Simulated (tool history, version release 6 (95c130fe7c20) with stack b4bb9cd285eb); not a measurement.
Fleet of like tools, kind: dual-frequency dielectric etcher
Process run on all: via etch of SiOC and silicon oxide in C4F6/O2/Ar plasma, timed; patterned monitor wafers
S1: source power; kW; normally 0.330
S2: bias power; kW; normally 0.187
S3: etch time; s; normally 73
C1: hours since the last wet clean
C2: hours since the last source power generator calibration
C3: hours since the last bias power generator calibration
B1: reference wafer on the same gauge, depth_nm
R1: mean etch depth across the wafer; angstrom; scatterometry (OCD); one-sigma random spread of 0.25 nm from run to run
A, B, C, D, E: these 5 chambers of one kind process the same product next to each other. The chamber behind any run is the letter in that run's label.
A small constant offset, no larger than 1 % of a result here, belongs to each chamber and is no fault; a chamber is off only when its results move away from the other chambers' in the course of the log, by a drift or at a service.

{"run": "1C", "day": 0.321, "S1": 0.33, "S2": 0.187, "S3": 73, "C1": 384.9, "C2": 71.2, "C3": 2530.2, "B1": 65.849, "R1": 778.66}
{"run": "2E", "day": 0.65, "S1": 0.33, "S2": 0.187, "S3": 73, "C1": 106.8, "C2": 1967.7, "C3": 3048.6, "B1": 65.859, "R1": 771.84}
{"run": "3B", "day": 0.983, "S1": 0.33, "S2": 0.187, "S3": 73, "C1": 284.1, "C2": 1326.0, "C3": 811.3, "B1": 65.916, "R1": 780.84}
{"run": "4A", "day": 1.154, "S1": 0.33, "S2": 0.187, "S3": 73, "C1": 132.9, "C2": 1997.4, "C3": 1011.8, "B1": 65.882, "R1": 774.5}
{"run": "5D", "day": 1.367, "S1": 0.33, "S2": 0.187, "S3": 73, "C1": 348.6, "C2": 861.8, "C3": 2019.9, "B1": 65.908, "R1": 770.67}
{"run": "6C", "day": 1.592, "S1": 0.33, "S2": 0.187, "S3": 73, "C1": 415.4, "C2": 101.7, "C3": 2560.7, "B1": 65.933, "R1": 780.39}
{"run": "7B", "day": 1.912, "S1": 0.33, "S2": 0.187, "S3": 73, "C1": 306.4, "C2": 1348.3, "C3": 833.6, "B1": 65.952, "R1": 782.13}
{"run": "8D", "day": 2.225, "S1": 0.33, "S2": 0.187, "S3": 73, "C1": 369.2, "C2": 882.4, "C3": 2040.5, "B1": 65.889, "R1": 770.35}
{"run": "9A", "day": 2.554, "S1": 0.33, "S2": 0.187, "S3": 73, "C1": 166.5, "C2": 2031.0, "C3": 1045.4, "B1": 65.865, "R1": 768.26}
{"run": "10E", "day": 2.888, "S1": 0.33, "S2": 0.187, "S3": 73, "C1": 160.5, "C2": 2021.4, "C3": 3102.3, "B1": 65.897, "R1": 770.38}
{"day": 3.017, "done": "chamber B: wet clean of the chamber"}
{"run": "11E", "day": 3.2, "S1": 0.26, "S2": 0.187, "S3": 73, "C1": 168.0, "C2": 2028.9, "C3": 3109.8, "B1": 65.917, "R1": 702.27}
{"run": "12C", "day": 3.504, "S1": 0.26, "S2": 0.187, "S3": 73, "C1": 461.3, "C2": 147.6, "C3": 2606.6, "B1": 65.937, "R1": 712.71}
{"run": "13D", "day": 3.846, "S1": 0.26, "S2": 0.187, "S3": 73, "C1": 408.1, "C2": 921.3, "C3": 2079.4, "B1": 65.919, "R1": 698.8}
{"run": "14A", "day": 4.125, "S1": 0.26, "S2": 0.187, "S3": 73, "C1": 204.2, "C2": 2068.7, "C3": 1083.1, "B1": 65.919, "R1": 701.92}
{"run": "15B", "day": 4.458, "S1": 0.26, "S2": 0.187, "S3": 73, "C1": 34.7, "C2": 1409.4, "C3": 894.7, "B1": 65.913, "R1": 713.2}
{"run": "16C", "day": 4.633, "S1": 0.33, "S2": 0.187, "S3": 73, "C1": 488.4, "C2": 174.7, "C3": 2633.7, "B1": 65.894, "R1": 779.49}
{"run": "17A", "day": 4.825, "S1": 0.33, "S2": 0.187, "S3": 73, "C1": 221.0, "C2": 2085.5, "C3": 1099.9, "B1": 65.908, "R1": 774.98}
{"run": "18D", "day": 5.117, "S1": 0.33, "S2": 0.187, "S3": 73, "C1": 438.6, "C2": 951.8, "C3": 2109.9, "B1": 65.9, "R1": 759.7}
{"run": "19E", "day": 5.425, "S1": 0.33, "S2": 0.187, "S3": 73, "C1": 221.4, "C2": 2082.3, "C3": 3163.2, "B1": 65.891, "R1": 772.79}
{"run": "20B", "day": 5.592, "S1": 0.33, "S2": 0.187, "S3": 73, "C1": 61.9, "C2": 1436.6, "C3": 921.9, "B1": 65.973, "R1": 775.94}
{"run": "21C", "day": 5.804, "S1": 0.33, "S2": 0.187, "S3": 73, "C1": 516.5, "C2": 202.8, "C3": 2661.8, "B1": 65.897, "R1": 783.65}
{"run": "22D", "day": 6.017, "S1": 0.33, "S2": 0.187, "S3": 73, "C1": 460.2, "C2": 973.4, "C3": 2131.5, "B1": 65.963, "R1": 755.97}
{"run": "23A", "day": 6.183, "S1": 0.4, "S2": 0.187, "S3": 73, "C1": 253.6, "C2": 2118.1, "C3": 1132.5, "B1": 65.938, "R1": 833.82}
{"run": "24E", "day": 6.483, "S1": 0.4, "S2": 0.187, "S3": 73, "C1": 246.8, "C2": 2107.7, "C3": 3188.6, "B1": 65.858, "R1": 827.24}
{"run": "25B", "day": 6.675, "S1": 0.4, "S2": 0.187, "S3": 73, "C1": 87.9, "C2": 1462.6, "C3": 947.9, "B1": 65.894, "R1": 841.04}
{"run": "26A", "day": 7.0, "S1": 0.4, "S2": 0.187, "S3": 73, "C1": 273.2, "C2": 2137.7, "C3": 1152.1, "B1": 65.916, "R1": 830.0}
{"run": "27C", "day": 7.15, "S1": 0.4, "S2": 0.187, "S3": 73, "C1": 548.8, "C2": 235.1, "C3": 2694.1, "B1": 65.869, "R1": 841.38}
{"run": "28B", "day": 7.479, "S1": 0.38, "S2": 0.152, "S3": 73, "C1": 107.2, "C2": 1481.9, "C3": 967.2, "B1": 65.95, "R1": 773.76}
{"run": "29D", "day": 7.796, "S1": 0.38, "S2": 0.152, "S3": 73, "C1": 502.9, "C2": 1016.1, "C3": 2174.2, "B1": 65.887, "R1": 743.61}
{"run": "30E", "day": 8.125, "S1": 0.38, "S2": 0.152, "S3": 73, "C1": 286.2, "C2": 2147.1, "C3": 3228.0, "B1": 65.946, "R1": 756.12}

Read the log: is a single chamber off, either drifting away or since a service, is the gauge that measures every chamber drifting, or is nothing wrong beyond small per-chamber offsets? Name any odd chamber and what most likely caused it.

Little by little, chamber D moves away from the other chambers.
Cause: etch rate under this chamber's usual, % = 2.8.

Chamber D could run next with any of the 4 candidate recipes listed below; each alters the usual settings, and their results appear as question marks. Which one brings its results back in line with what the other chambers deliver on the usual settings?
Counts as in line when no further than this from what the other chambers average on the usual settings: R1 8.90 angstrom
{"run": "31D-1", "day": 8.371, "S1": 0.33, "S2": 0.187, "S3": 77.5, "R1": "?"}
{"run": "31D-2", "day": 8.371, "S1": 0.33, "S2": 0.188, "S3": 75.0, "R1": "?"}
{"run": "31D-3", "day": 8.371, "S1": 0.33, "S2": 0.187, "S3": 71.0, "R1": "?"}
{"run": "31D-4", "day": 8.371, "S1": 0.3, "S2": 0.172, "S3": 73.0, "R1": "?"}

Other chambers, usual settings, mean: R1 774.45 angstrom
run=31D-1 R1=797.15
run=31D-2 R1=772.79
run=31D-3 R1=730.30
run=31D-4 R1=704.45
31D-2 is the one that brings the chamber's results back in line with the other chambers.
